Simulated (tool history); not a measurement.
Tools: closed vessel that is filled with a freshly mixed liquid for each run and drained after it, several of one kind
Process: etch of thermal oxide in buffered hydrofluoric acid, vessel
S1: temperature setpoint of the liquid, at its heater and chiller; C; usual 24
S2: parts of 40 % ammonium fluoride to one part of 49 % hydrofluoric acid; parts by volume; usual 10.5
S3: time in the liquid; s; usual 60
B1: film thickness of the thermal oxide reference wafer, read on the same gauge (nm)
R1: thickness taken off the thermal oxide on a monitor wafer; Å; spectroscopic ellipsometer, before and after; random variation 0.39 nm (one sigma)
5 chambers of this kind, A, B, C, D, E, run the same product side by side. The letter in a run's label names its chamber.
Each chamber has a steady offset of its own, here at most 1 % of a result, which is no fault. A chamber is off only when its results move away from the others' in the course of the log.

run   hour  S1    S2  S3      B1      R1
 1D    8.3  24  10.5  60  29.995  680.22
 2A   15.7  24  10.5  60  29.989  666.62
 3B   21.6  24  10.5  60  30.016  667.84
 4E   26.6  24  10.5  60      30   674.2
 5C   32.1  24  10.5  60  30.039  668.13
 6E   41.3  24  10.5  60  30.025  674.31
 7B   46.8  24  10.5  60  29.995  668.83
 8A   51.8  24  10.5  60  29.994  666.24
 9C   56.9  24  10.5  60  29.989  670.77
10D   64.5  24  10.5  60  29.987  676.54
11A   72.1  24  10.5  60  30.024  671.24
12D   78.9  24  10.5  60  30.023  677.48
13E   86.1  24    13  35  29.972  314.68
14B     91  24    13  35   30.01   313.6
15C   97.6  24    13  35  30.001   320.9
16B  101.7  24    13  35  30.009  315.45
17D  110.2  24    13  35  30.011  323.04
18E  114.8  24  10.5  60  29.999  670.22
19C  123.7  24  10.5  60  30.005  678.35
20A  130.5  24  10.5  60      30  675.84
21B    136  24  10.5  60  29.965  665.36
22E    141  24  10.5  60  30.007  670.48
23A  149.5  24  10.5  60  29.988   668.6
     156.7  -- chamber C: thermometer replaced
24C    157  24  10.5  60  30.024  674.88
25D    162  24  10.5  60  29.987   685.7
26B  168.9  24  10.5  60   30.02  668.34
27A  173.1  24  10.5  60  29.988  666.04
28C  182.2  24  10.5  60  30.013   669.8
29D  189.2  24  10.5  60  30.028  680.46
30E  196.1  24  10.5  60  29.986  667.06
31C    201  24  10.5  60  30.006  668.41
32B  208.2  24  10.5  60  30.007  661.65
33D  213.2  24  10.5  60  29.977  679.43
34A  220.3  24  10.5  60  30.031  661.03
35E  224.5  24  10.5  60  30.022  669.33
36C  231.3  24  10.5  60  29.957  666.18

What goes on in this fleet: one chamber off, a drifting gauge, or nothing beyond the chambers' own small offsets? Name the chamber and the cause, if any.

No chamber stands off beyond its own small offset, and the gauge holds steady.
